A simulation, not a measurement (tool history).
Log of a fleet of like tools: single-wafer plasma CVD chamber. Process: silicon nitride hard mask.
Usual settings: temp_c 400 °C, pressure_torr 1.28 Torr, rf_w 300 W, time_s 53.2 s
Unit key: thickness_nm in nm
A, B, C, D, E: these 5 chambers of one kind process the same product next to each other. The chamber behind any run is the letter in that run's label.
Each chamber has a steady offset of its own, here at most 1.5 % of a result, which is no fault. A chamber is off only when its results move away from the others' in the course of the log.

run   hour  temp_c  pressure_torr  rf_w  time_s  read-back reference wafer on the same gauge, thickness_nm  thickness_nm
 1B    9.1     400           1.28   300    53.2                                                     48.674        57.234
 2A   16.2     400           1.28   300    53.2                                                     48.688        57.169
 3D   25.6     400           1.28   300    53.2                                                     48.669        57.808
 4E   39.4     400           1.28   300    53.2                                                     48.658        57.895
 5C   50.7     400           1.28   300    53.2                                                     48.664        56.915
 6A   57.9     400           1.28   300    53.2                                                     48.634        57.119
 7C   71.4     400           1.28   300    53.2                                                     48.621        57.042
 8D   80.9     400           1.28   300    53.2                                                     48.632        57.900
      85.8  -- chamber A: thermocouple changed; heater temperature recalibrated
 9B   88.9     400           1.28   300    53.2                                                     48.639        57.072
10E   99.9     400           1.28   300    53.2                                                     48.624        57.800
11E  114.6     400           1.28   300    53.2                                                     48.608        57.712
12C  123.6     400           1.28   300    53.2                                                     48.597        56.859
13B  134.6     400           1.28   300    53.2                                                     48.582        56.975
14A  145.1     400           1.28   300    53.2                                                     48.588        56.943
15D  154.2     400           1.28   300    53.2                                                     48.567        57.719
16C  165.4     400           1.28   300    53.2                                                     48.558        56.764
17B  173.6     400           1.28   330    53.2                                                     48.583        60.450
18A  186.9     400           1.28   330    53.2                                                     48.535        60.785
19D  196.2     400           1.28   330    53.2                                                     48.548        61.299
20E  207.8     400           1.28   330    53.2                                                     48.522        61.357
21E  216.2     400           1.28   330    53.2                                                     48.515        61.343
22A  231.9     400           1.28   300    53.2                                                     48.498        57.041
     244.0  -- chamber D: capacitance manometer re-zeroed and calibrated
23D  246.0     400           1.28   300    53.2                                                     48.478        57.564
24C  255.9     400           1.28   300    53.2                                                     48.470        56.621
25B  270.7     400           1.28   300    53.2                                                     48.469        56.918
26D  281.4     400           1.28   300    53.2                                                     48.458        57.516
27E  290.7     400           1.04   300    59.0                                                     48.441        59.759
28C  302.8     400           1.04   300    59.0                                                     48.454        58.622
29B  312.3     400           1.04   300    59.0                                                     48.437        58.877
30A  320.1     400           1.04   300    59.0                                                     48.433        58.893
31A  334.7     400           1.04   300    59.0                                                     48.405        58.750

All 5 chambers run these settings next. Forecast each chamber's results:
32A  346.2     400           1.28   300    53.2                                                                        ?
32B  346.2     400           1.28   300    53.2                                                                        ?
32C  346.2     400           1.28   300    53.2                                                                        ?
32D  346.2     400           1.28   300    53.2                                                                        ?
32E  346.2     400           1.28   300    53.2                                                                        ?

run  thickness_nm
32A        56.815
32B        56.920
32C        56.676
32D        57.514
32E        57.496
